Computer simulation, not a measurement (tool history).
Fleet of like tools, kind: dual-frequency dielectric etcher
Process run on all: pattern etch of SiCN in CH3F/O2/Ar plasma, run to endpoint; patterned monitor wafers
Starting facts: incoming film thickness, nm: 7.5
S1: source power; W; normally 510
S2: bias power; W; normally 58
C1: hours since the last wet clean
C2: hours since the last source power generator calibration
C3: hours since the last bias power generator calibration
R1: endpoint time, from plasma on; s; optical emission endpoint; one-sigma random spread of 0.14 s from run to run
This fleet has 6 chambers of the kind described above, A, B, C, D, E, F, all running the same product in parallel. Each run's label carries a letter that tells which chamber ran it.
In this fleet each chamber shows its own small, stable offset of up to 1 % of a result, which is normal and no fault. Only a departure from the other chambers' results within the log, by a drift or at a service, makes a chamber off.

{"run": "1C", "hour": 11.2, "S1": 510, "S2": 58, "C1": 55.9, "C2": 3006.9, "C3": 248.9, "R1": 19.645}
{"run": "2E", "hour": 22.0, "S1": 510, "S2": 58, "C1": 228.7, "C2": 1646.9, "C3": 73.6, "R1": 19.202}
{"run": "3A", "hour": 32.0, "S1": 510, "S2": 58, "C1": 477, "C2": 1493.7, "C3": 4974.9, "R1": 19.35}
{"run": "4F", "hour": 42.2, "S1": 510, "S2": 58, "C1": 174, "C2": 1082.3, "C3": 972.5, "R1": 19.715}
{"run": "5D", "hour": 55.2, "S1": 510, "S2": 58, "C1": 227.7, "C2": 3170.1, "C3": 2488, "R1": 19.854}
{"run": "6B", "hour": 63.1, "S1": 510, "S2": 58, "C1": 437.1, "C2": 3862.2, "C3": 1841.8, "R1": 19.373}
{"run": "7E", "hour": 73.0, "S1": 510, "S2": 58, "C1": 279.7, "C2": 1697.9, "C3": 124.6, "R1": 19.497}
{"run": "8D", "hour": 87.9, "S1": 580, "S2": 58, "C1": 260.4, "C2": 3202.8, "C3": 2520.7, "R1": 18.988}
{"hour": 93.3, "done": "chamber B: source power generator calibrated"}
{"run": "9A", "hour": 96.6, "S1": 580, "S2": 58, "C1": 541.6, "C2": 1558.3, "C3": 5039.5, "R1": 18.524}
{"hour": 100.9, "done": "chamber A: source power generator calibrated"}
{"run": "10B", "hour": 104.5, "S1": 580, "S2": 58, "C1": 478.5, "C2": 11.2, "C3": 1883.2, "R1": 18.516}
{"hour": 106.7, "done": "chamber B: wet clean of the chamber"}
{"run": "11F", "hour": 113.7, "S1": 580, "S2": 58, "C1": 245.5, "C2": 1153.8, "C3": 1044, "R1": 18.878}
{"run": "12C", "hour": 124.0, "S1": 580, "S2": 58, "C1": 168.7, "C2": 3119.7, "C3": 361.7, "R1": 18.806}
{"run": "13B", "hour": 134.5, "S1": 580, "S2": 58, "C1": 27.8, "C2": 41.2, "C3": 1913.2, "R1": 18.57}
{"run": "14C", "hour": 143.5, "S1": 510, "S2": 58, "C1": 188.2, "C2": 3139.2, "C3": 381.2, "R1": 19.766}
{"run": "15F", "hour": 151.3, "S1": 510, "S2": 58, "C1": 283.1, "C2": 1191.4, "C3": 1081.6, "R1": 19.501}
{"run": "16E", "hour": 158.5, "S1": 510, "S2": 58, "C1": 365.2, "C2": 1783.4, "C3": 210.1, "R1": 19.482}
{"run": "17D", "hour": 172.6, "S1": 510, "S2": 58, "C1": 345.1, "C2": 3287.5, "C3": 2605.4, "R1": 19.544}
{"run": "18A", "hour": 188.3, "S1": 510, "S2": 58, "C1": 633.3, "C2": 87.4, "C3": 5131.2, "R1": 19.539}
{"run": "19A", "hour": 195.5, "S1": 510, "S2": 58, "C1": 640.5, "C2": 94.6, "C3": 5138.4, "R1": 19.478}
{"hour": 202.9, "done": "chamber E: wet clean of the chamber"}
{"hour": 205.5, "done": "chamber F: wet clean of the chamber"}
{"hour": 207.1, "done": "chamber A: wet clean of the chamber"}
{"run": "20E", "hour": 210.5, "S1": 510, "S2": 58, "C1": 7.7, "C2": 1835.4, "C3": 262.1, "R1": 19.541}
{"hour": 217.1, "done": "chamber A: bias power generator calibrated"}
{"run": "21B", "hour": 217.8, "S1": 510, "S2": 52, "C1": 111.1, "C2": 124.5, "C3": 1996.5, "R1": 20.409}
{"run": "22C", "hour": 232.9, "S1": 510, "S2": 52, "C1": 277.6, "C2": 3228.6, "C3": 470.6, "R1": 20.198}
{"run": "23D", "hour": 245.4, "S1": 510, "S2": 52, "C1": 417.9, "C2": 3360.3, "C3": 2678.2, "R1": 20.559}
{"run": "24F", "hour": 256.3, "S1": 510, "S2": 52, "C1": 50.9, "C2": 1296.4, "C3": 1186.6, "R1": 20.332}
{"run": "25D", "hour": 263.5, "S1": 510, "S2": 52, "C1": 436, "C2": 3378.4, "C3": 2696.3, "R1": 20.416}
{"run": "26A", "hour": 275.4, "S1": 510, "S2": 52, "C1": 68.3, "C2": 174.5, "C3": 58.4, "R1": 20.377}
{"run": "27B", "hour": 288.2, "S1": 510, "S2": 58, "C1": 181.5, "C2": 194.9, "C3": 2066.9, "R1": 19.604}
{"run": "28F", "hour": 299.6, "S1": 510, "S2": 58, "C1": 94.2, "C2": 1339.7, "C3": 1229.9, "R1": 19.802}
{"run": "29E", "hour": 311.1, "S1": 510, "S2": 58, "C1": 108.3, "C2": 1936, "C3": 362.7, "R1": 19.81}
{"hour": 311.2, "done": "chamber D: wet clean of the chamber"}
{"run": "30C", "hour": 323.3, "S1": 510, "S2": 58, "C1": 368, "C2": 3319, "C3": 561, "R1": 19.311}
{"run": "31E", "hour": 332.8, "S1": 470, "S2": 64, "C1": 130, "C2": 1957.7, "C3": 384.4, "R1": 19.585}
{"run": "32F", "hour": 342.6, "S1": 470, "S2": 64, "C1": 137.2, "C2": 1382.7, "C3": 1272.9, "R1": 19.672}
{"run": "33C", "hour": 357.3, "S1": 470, "S2": 64, "C1": 402, "C2": 3353, "C3": 595, "R1": 19.582}
{"run": "34B", "hour": 367.4, "S1": 470, "S2": 64, "C1": 260.7, "C2": 274.1, "C3": 2146.1, "R1": 19.586}
{"run": "35A", "hour": 382.0, "S1": 470, "S2": 64, "C1": 174.9, "C2": 281.1, "C3": 165, "R1": 19.326}
{"run": "36D", "hour": 396.0, "S1": 470, "S2": 64, "C1": 84.8, "C2": 3510.9, "C3": 2828.8, "R1": 19.738}
{"run": "37E", "hour": 409.2, "S1": 510, "S2": 58, "C1": 206.4, "C2": 2034.1, "C3": 460.8, "R1": 19.657}

Predict what each chamber gives when all 6 of them run the settings below next.
{"run": "38A", "hour": 420.7, "S1": 510, "S2": 58, "R1": "?"}
{"run": "38B", "hour": 420.7, "S1": 510, "S2": 58, "R1": "?"}
{"run": "38C", "hour": 420.7, "S1": 510, "S2": 58, "R1": "?"}
{"run": "38D", "hour": 420.7, "S1": 510, "S2": 58, "R1": "?"}
{"run": "38E", "hour": 420.7, "S1": 510, "S2": 58, "R1": "?"}
{"run": "38F", "hour": 420.7, "S1": 510, "S2": 58, "R1": "?"}

run=38A R1=19.516
run=38B R1=19.621
run=38C R1=19.592
run=38D R1=19.702
run=38E R1=19.34
run=38F R1=19.638
